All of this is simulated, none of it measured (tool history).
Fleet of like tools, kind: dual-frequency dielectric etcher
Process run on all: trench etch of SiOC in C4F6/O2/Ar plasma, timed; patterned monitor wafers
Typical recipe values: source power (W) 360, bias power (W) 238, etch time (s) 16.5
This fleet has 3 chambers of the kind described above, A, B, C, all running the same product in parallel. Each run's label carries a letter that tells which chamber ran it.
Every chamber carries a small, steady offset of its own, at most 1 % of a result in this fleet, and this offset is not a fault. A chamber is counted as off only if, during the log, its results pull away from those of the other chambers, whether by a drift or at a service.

run   hour  source power (W)  bias power (W)  etch time (s)  read-back reference wafer on the same gauge, depth_nm  mean etch depth across the wafer (angstrom)
 1A    6.6               360             238           16.5                                                 36.986                                       357.83
 2C   16.7               360             238           16.5                                                 37.023                                       362.09
 3B   26.8               360             238           16.5                                                 36.999                                       362.68
 4A   33.3               360             238           16.5                                                 36.965                                       358.31
 5B   42.6               360             238           16.5                                                 37.067                                       361.98
 6C   50.9               360             238             12                                                 37.005                                       263.68
 7A   58.5               360             238             12                                                 36.974                                       261.91
 8C     64               360             238             12                                                 37.038                                       264.81
 9B   69.4               360             238           16.5                                                 36.999                                       359.31
10A   78.4               360             238           16.5                                                 37.004                                        360.4
11B   83.9               360             238           16.5                                                 36.994                                       359.02
12C   91.1               360             238           16.5                                                 36.991                                       363.02
13C   98.5               300             238             14                                                 37.066                                       284.07
14A  103.3               300             238             14                                                 37.012                                       284.42
15B  110.6               300             238             14                                                 37.032                                       283.46
     117.6  -- chamber B: wet clean of the chamber
16C  118.4               360             238           16.5                                                  36.96                                       360.62
17B  123.7               360             238           16.5                                                 37.003                                       342.79
18A  128.9               360             270           16.5                                                 37.048                                       374.46
19B  135.4               360             270           16.5                                                 36.989                                       358.79
20A  143.9               360             270           16.5                                                 36.991                                        377.6
21C  152.1               360             238           16.5                                                  37.06                                        359.4
22C  159.9               360             238           16.5                                                 37.017                                       361.33
23A  168.5               360             238           16.5                                                 36.996                                       362.06
24B  177.4               360             200           16.5                                                 36.966                                       326.83
25C  185.9               360             200           16.5                                                 37.032                                       342.89
26A  192.3               360             200           16.5                                                 36.996                                       337.54
27B  201.3               360             238             20                                                 37.042                                       416.58
28A    210               360             238             20                                                 37.041                                       433.32

Has any chamber moved away from the others, gradually or after a service, or does the common gauge drift, or do the chambers differ only by their own small steady offsets? State the chamber and the most likely cause if one applies.

Chamber B came out of a service off from its peers and stayed that way.
Cause: etch rate under this chamber's usual, % = 4.68.

Chamber B could run next with any of the 4 candidate recipes listed below; each alters the usual settings, and their results appear as question marks. Which one brings its results back in line with what the other chambers deliver on the usual settings?
Counts as in line when no further than this from what the other chambers average on the usual settings: mean etch depth across the wafer (angstrom) 8.1
29B-1  217.3               360             204           16.5                                                                                                   ?
29B-2  217.3               360             272           16.5                                                                                                   ?
29B-3  217.3               280             238           16.5                                                                                                   ?
29B-4  217.3               370             238             18                                                                                                   ?

What the other chambers average on the usual settings: mean etch depth across the wafer (angstrom) 360.72
  run  mean etch depth across the wafer (angstrom)
29B-1                                       326.36
29B-2                                       359.54
29B-3                                       312.11
29B-4                                       378.69
With 29B-2, the chamber falls back in line with the rest.

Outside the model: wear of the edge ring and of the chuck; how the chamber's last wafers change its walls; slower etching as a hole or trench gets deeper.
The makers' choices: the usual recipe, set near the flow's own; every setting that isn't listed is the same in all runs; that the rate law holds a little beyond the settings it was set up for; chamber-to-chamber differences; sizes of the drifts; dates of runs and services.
